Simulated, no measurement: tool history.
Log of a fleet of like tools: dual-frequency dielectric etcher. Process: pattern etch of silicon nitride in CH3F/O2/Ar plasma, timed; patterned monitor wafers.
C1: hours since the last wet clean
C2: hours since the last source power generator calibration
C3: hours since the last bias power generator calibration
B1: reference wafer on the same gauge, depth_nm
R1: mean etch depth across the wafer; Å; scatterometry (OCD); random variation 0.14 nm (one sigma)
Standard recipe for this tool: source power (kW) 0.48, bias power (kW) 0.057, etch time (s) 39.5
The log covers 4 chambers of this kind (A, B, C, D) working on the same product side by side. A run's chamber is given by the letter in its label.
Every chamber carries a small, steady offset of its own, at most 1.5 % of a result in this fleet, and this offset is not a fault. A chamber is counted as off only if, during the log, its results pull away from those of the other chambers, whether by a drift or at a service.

Run 1B, day 0.333: usual settings; C1 283.4; C2 1169.5; C3 1360.4; B1 25.313. Result: R1 277.86 Å.
Run 2C, day 0.708: usual settings; C1 503.8; C2 3510.8; C3 470.6; B1 25.314. Result: R1 274.11 Å.
Run 3A, day 1.162: usual settings; C1 494.7; C2 2975.9; C3 232.3; B1 25.297. Result: R1 276.34 Å.
Run 4D, day 1.388: usual settings; C1 125.9; C2 3566.3; C3 2240.4; B1 25.294. Result: R1 273.37 Å.
Run 5D, day 1.633: usual settings; C1 131.8; C2 3572.2; C3 2246.3; B1 25.296. Result: R1 273.17 Å.
Run 6C, day 1.85: usual settings; C1 531.2; C2 3538.2; C3 498; B1 25.299. Result: R1 272.47 Å.
Run 7B, day 2.188: usual settings; C1 327.9; C2 1214; C3 1404.9; B1 25.275. Result: R1 275.07 Å.
Run 8A, day 2.6: usual settings; C1 529.2; C2 3010.4; C3 266.8; B1 25.286. Result: R1 276.37 Å.
Run 9D, day 3.012: usual settings; C1 164.9; C2 3605.3; C3 2279.4; B1 25.314. Result: R1 273.74 Å.
At day 3.242: chamber C: wet clean of the chamber.
Run 10B, day 3.488: usual settings; C1 359.1; C2 1245.2; C3 1436.1; B1 25.297. Result: R1 279.03 Å.
Run 11A, day 3.925: usual settings; C1 561; C2 3042.2; C3 298.6; B1 25.284. Result: R1 277.4 Å.
At day 4.217: chamber A: wet clean of the chamber.
Run 12C, day 4.321: usual settings; C1 25.9; C2 3597.5; C3 557.3; B1 25.299. Result: R1 273.13 Å.
Run 13B, day 4.738: usual settings; C1 389.1; C2 1275.2; C3 1466.1; B1 25.299. Result: R1 278.17 Å.
Run 14C, day 5.125: usual settings; C1 45.2; C2 3616.8; C3 576.6; B1 25.284. Result: R1 274.19 Å.
Run 15A, day 5.504: usual settings; C1 30.9; C2 3080.1; C3 336.5; B1 25.319. Result: R1 274.8 Å.
Run 16D, day 5.762: usual settings; C1 230.9; C2 3671.3; C3 2345.4; B1 25.294. Result: R1 271.69 Å.
Run 17B, day 6.138: usual settings; C1 422.7; C2 1308.8; C3 1499.7; B1 25.31. Result: R1 279.1 Å.
Run 18D, day 6.608: usual settings; C1 251.2; C2 3691.6; C3 2365.7; B1 25.297. Result: R1 272.1 Å.
Run 19C, day 6.921: usual settings; C1 88.3; C2 3659.9; C3 619.7; B1 25.298. Result: R1 272 Å.
At day 7.096: chamber B: wet clean of the chamber.
Run 20A, day 7.279: usual settings; C1 73.5; C2 3122.7; C3 379.1; B1 25.3. Result: R1 275.67 Å.
Run 21C, day 7.546: usual settings; C1 103.3; C2 3674.9; C3 634.7; B1 25.326. Result: R1 272.71 Å.
Run 22A, day 7.971: usual settings; C1 90.1; C2 3139.3; C3 395.7; B1 25.282. Result: R1 274.01 Å.
Run 23D, day 8.45: usual settings but bias power (kW) 0.066; C1 295.4; C2 3735.8; C3 2409.9; B1 25.285. Result: R1 281.31 Å.
Run 24B, day 8.933: usual settings but bias power (kW) 0.066; C1 44.2; C2 1375.9; C3 1566.8; B1 25.28. Result: R1 289.87 Å.
Run 25C, day 9.4: usual settings but bias power (kW) 0.066; C1 147.8; C2 3719.4; C3 679.2; B1 25.278. Result: R1 287.11 Å.
At day 9.467: chamber D: source power generator calibrated.
Run 26A, day 9.833: usual settings but bias power (kW) 0.066; C1 134.8; C2 3184; C3 440.4; B1 25.3. Result: R1 289.87 Å.
Run 27D, day 10.088: usual settings; C1 334.7; C2 14.9; C3 2449.2; B1 25.274. Result: R1 266.32 Å.
Run 28B, day 10.558: usual settings; C1 83.2; C2 1414.9; C3 1605.8; B1 25.321. Result: R1 278.61 Å.
Run 29A, day 10.912: usual settings; C1 160.7; C2 3209.9; C3 466.3; B1 25.294. Result: R1 276.41 Å.
Run 30B, day 11.254: usual settings; C1 99.9; C2 1431.6; C3 1622.5; B1 25.301. Result: R1 276.04 Å.
Run 31C, day 11.725: usual settings; C1 203.6; C2 3775.2; C3 735; B1 25.268. Result: R1 272.44 Å.

Read the log: is a single chamber off, either drifting away or since a service, is the gauge that measures every chamber drifting, or is nothing wrong beyond small per-chamber offsets? Name any odd chamber and what most likely caused it.

It is chamber D that slowly wanders off from its peers.
Most likely cause: etch rate under this chamber's usual, % = 4.57.

Chamber D could run next with any of the 4 candidate recipes listed below; each alters the usual settings, and their results appear as question marks. Which one brings its results back in line with what the other chambers deliver on the usual settings?
Allowed miss from the other chambers' usual-settings mean, per result, to count as in line: R1 4.8 Å
Run 32D-1, day 12.075: usual settings but bias power (kW) 0.06. Result: R1 ?.
Run 32D-2, day 12.075: usual settings but etch time (s) 39. Result: R1 ?.
Run 32D-3, day 12.075: usual settings but bias power (kW) 0.066. Result: R1 ?.
Run 32D-4, day 12.075: usual settings but source power (kW) 0.47, etch time (s) 38. Result: R1 ?.

The mean the other chambers reach with the usual settings: R1 275.59 Å
  run      R1
32D-1  268.07
32D-2  260.41
32D-3  276.45
32D-4   251.7
32D-3 puts the chamber back in line with the other chambers.

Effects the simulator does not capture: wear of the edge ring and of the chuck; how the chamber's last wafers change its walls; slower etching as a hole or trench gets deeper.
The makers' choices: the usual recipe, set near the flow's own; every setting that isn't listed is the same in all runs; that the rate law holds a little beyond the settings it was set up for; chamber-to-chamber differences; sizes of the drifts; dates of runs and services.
